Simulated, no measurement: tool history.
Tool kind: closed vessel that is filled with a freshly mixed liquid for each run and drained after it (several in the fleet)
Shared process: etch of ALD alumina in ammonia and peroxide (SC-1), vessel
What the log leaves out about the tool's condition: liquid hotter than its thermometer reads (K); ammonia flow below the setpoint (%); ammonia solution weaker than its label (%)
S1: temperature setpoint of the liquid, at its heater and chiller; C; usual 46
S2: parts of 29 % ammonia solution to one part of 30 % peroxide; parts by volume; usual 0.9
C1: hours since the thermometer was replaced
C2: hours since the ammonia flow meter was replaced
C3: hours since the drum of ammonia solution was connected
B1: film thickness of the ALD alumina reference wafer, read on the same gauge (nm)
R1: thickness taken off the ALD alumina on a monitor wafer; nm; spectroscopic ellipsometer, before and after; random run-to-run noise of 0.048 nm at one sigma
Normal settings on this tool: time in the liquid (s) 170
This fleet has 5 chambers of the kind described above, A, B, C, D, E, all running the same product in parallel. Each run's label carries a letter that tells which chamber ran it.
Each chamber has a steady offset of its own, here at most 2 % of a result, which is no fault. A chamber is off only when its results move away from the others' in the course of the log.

Run 1B, hour 7.4: usual settings; C1 393.8; C2 1831.6; C3 77; B1 69.972. Result: R1 9.6098 nm.
Run 2A, hour 17.3: usual settings; C1 887.3; C2 257.8; C3 292.6; B1 70.035. Result: R1 9.916 nm.
At hour 19.5: chamber E: ammonia flow meter replaced.
At hour 26.3: chamber B: ammonia flow meter replaced.
Run 3D, hour 33.9: usual settings; C1 841.9; C2 370.9; C3 868.5; B1 69.986. Result: R1 9.7115 nm.
Run 4C, hour 41.9: usual settings; C1 1011.4; C2 384.5; C3 869.8; B1 70.021. Result: R1 9.7186 nm.
Run 5E, hour 57.2: usual settings; C1 2772.7; C2 37.7; C3 890.8; B1 69.996. Result: R1 9.6588 nm.
Run 6D, hour 69.6: usual settings; C1 877.6; C2 406.6; C3 904.2; B1 70.014. Result: R1 9.6949 nm.
At hour 72.3: chamber C: thermometer replaced.
Run 7E, hour 79.3: usual settings; C1 2794.8; C2 59.8; C3 912.9; B1 69.993. Result: R1 9.7736 nm.
Run 8C, hour 87.3: usual settings; C1 15.1; C2 429.9; C3 915.2; B1 69.981. Result: R1 9.6895 nm.
At hour 93.9: chamber D: new drum of ammonia solution connected.
Run 9B, hour 96.1: usual settings but S1 53 C; C1 482.5; C2 69.9; C3 165.7; B1 70.027. Result: R1 14.011 nm.
At hour 103.6: chamber C: new drum of ammonia solution connected.
Run 10A, hour 105.4: usual settings but S1 53 C; C1 975.4; C2 345.9; C3 380.7; B1 69.986. Result: R1 14.698 nm.
Run 11C, hour 115.4: usual settings but S1 53 C; C1 43.2; C2 458; C3 11.9; B1 70.012. Result: R1 14.327 nm.
Run 12A, hour 127.5: usual settings but S1 53 C; C1 997.5; C2 368; C3 402.8; B1 69.982. Result: R1 14.516 nm.
Run 13D, hour 141.7: usual settings but S1 53 C; C1 949.7; C2 478.7; C3 47.8; B1 70.002. Result: R1 14.485 nm.
Run 14E, hour 157.7: usual settings; C1 2873.2; C2 138.2; C3 991.3; B1 69.987. Result: R1 9.6495 nm.
At hour 167.2: chamber E: thermometer replaced.
Run 15B, hour 168.1: usual settings; C1 554.5; C2 141.9; C3 237.7; B1 70.005. Result: R1 9.6862 nm.
Run 16C, hour 179.9: usual settings but S2 1.05 parts by volume; C1 107.7; C2 522.5; C3 76.4; B1 70.002. Result: R1 9.8703 nm.
Run 17A, hour 190.2: usual settings but S2 1.05 parts by volume; C1 1060.2; C2 430.7; C3 465.5; B1 70.02. Result: R1 10.05 nm.
Run 18D, hour 202: usual settings but S2 1.05 parts by volume; C1 1010; C2 539; C3 108.1; B1 70.016. Result: R1 9.8388 nm.
Run 19B, hour 212.6: usual settings but S2 1.05 parts by volume; C1 599; C2 186.4; C3 282.2; B1 69.988. Result: R1 9.7998 nm.
Run 20E, hour 222.3: usual settings but S2 1.05 parts by volume; C1 55.1; C2 202.8; C3 1055.9; B1 69.996. Result: R1 9.8293 nm.
Run 21A, hour 232.7: usual settings but S1 39 C; C1 1102.7; C2 473.2; C3 508; B1 69.99. Result: R1 6.601 nm.
Run 22E, hour 241.1: usual settings but S1 39 C; C1 73.9; C2 221.6; C3 1074.7; B1 69.983. Result: R1 6.4972 nm.
Run 23C, hour 255.9: usual settings but S1 39 C; C1 183.7; C2 598.5; C3 152.4; B1 69.995. Result: R1 6.3835 nm.
Run 24D, hour 263.8: usual settings but S1 39 C; C1 1071.8; C2 600.8; C3 169.9; B1 69.946. Result: R1 6.4618 nm.
Run 25B, hour 272.8: usual settings but S1 39 C; C1 659.2; C2 246.6; C3 342.4; B1 70.026. Result: R1 6.4118 nm.
Run 26C, hour 281.8: usual settings; C1 209.6; C2 624.4; C3 178.3; B1 69.985. Result: R1 9.7353 nm.
Run 27A, hour 295.1: usual settings; C1 1165.1; C2 535.6; C3 570.4; B1 69.986. Result: R1 10.06 nm.
Run 28D, hour 310.1: usual settings; C1 1118.1; C2 647.1; C3 216.2; B1 70.029. Result: R1 9.7926 nm.
Run 29E, hour 319: usual settings; C1 151.8; C2 299.5; C3 1152.6; B1 69.976. Result: R1 9.7224 nm.
Run 30B, hour 328.1: usual settings; C1 714.5; C2 301.9; C3 397.7; B1 70.017. Result: R1 9.5076 nm.
Run 31B, hour 344.3: usual settings; C1 730.7; C2 318.1; C3 413.9; B1 69.999. Result: R1 9.5967 nm.
Run 32A, hour 356.8: usual settings; C1 1226.8; C2 597.3; C3 632.1; B1 69.977. Result: R1 10.15 nm.
Run 33E, hour 364.1: usual settings but S1 38 C; C1 196.9; C2 344.6; C3 1197.7; B1 69.991. Result: R1 6.0938 nm.
Run 34C, hour 371.4: usual settings but S1 38 C; C1 299.2; C2 714; C3 267.9; B1 70.009. Result: R1 6.0139 nm.
Run 35D, hour 379.6: usual settings but S1 38 C; C1 1187.6; C2 716.6; C3 285.7; B1 69.97. Result: R1 6.0287 nm.
Run 36C, hour 391.8: usual settings but S1 38 C; C1 319.6; C2 734.4; C3 288.3; B1 70.005. Result: R1 6.0804 nm.
Run 37E, hour 406.6: usual settings but S1 38 C; C1 239.4; C2 387.1; C3 1240.2; B1 69.976. Result: R1 6.1072 nm.
Run 38A, hour 414.9: usual settings; C1 1284.9; C2 655.4; C3 690.2; B1 70.034. Result: R1 10.135 nm.
Run 39B, hour 422.3: usual settings; C1 808.7; C2 396.1; C3 491.9; B1 69.983. Result: R1 9.5275 nm.
Run 40D, hour 432.6: usual settings; C1 1240.6; C2 769.6; C3 338.7; B1 69.986. Result: R1 9.7817 nm.

Which is it: a chamber that has drifted or been left off by a service, a gauge drift common to all chambers, or only each chamber's usual small offset? If a chamber is off, name it and its likeliest cause.

Little by little, chamber A moves away from the other chambers.
Most likely cause: liquid hotter than its thermometer reads (K) = 0.677.

Here are 4 candidates for chamber A's next run, each the usual settings with a change, their results left as question marks. Which one brings its results back in line with what the others give on the usual settings?
To be in line, a result may differ from the other chambers' mean on the usual settings by at most: R1 0.17 nm
Run 41A-1, hour 444.5: usual settings but S1 47 C. Result: R1 ?.
Run 41A-2, hour 444.5: usual settings but S1 45.5 C, time in the liquid (s) 160. Result: R1 ?.
Run 41A-3, hour 444.5: usual settings but S1 46.5 C, time in the liquid (s) 180. Result: R1 ?.
Run 41A-4, hour 444.5: usual settings but S2 0.5 parts by volume. Result: R1 ?.

Average result of the remaining chambers running the usual settings: R1 9.6799 nm
  run      R1
41A-1  10.845
41A-2  9.3723
41A-3   11.16
41A-4  9.6933
The right change is 41A-4: it brings the chamber back within the allowed miss of the others.
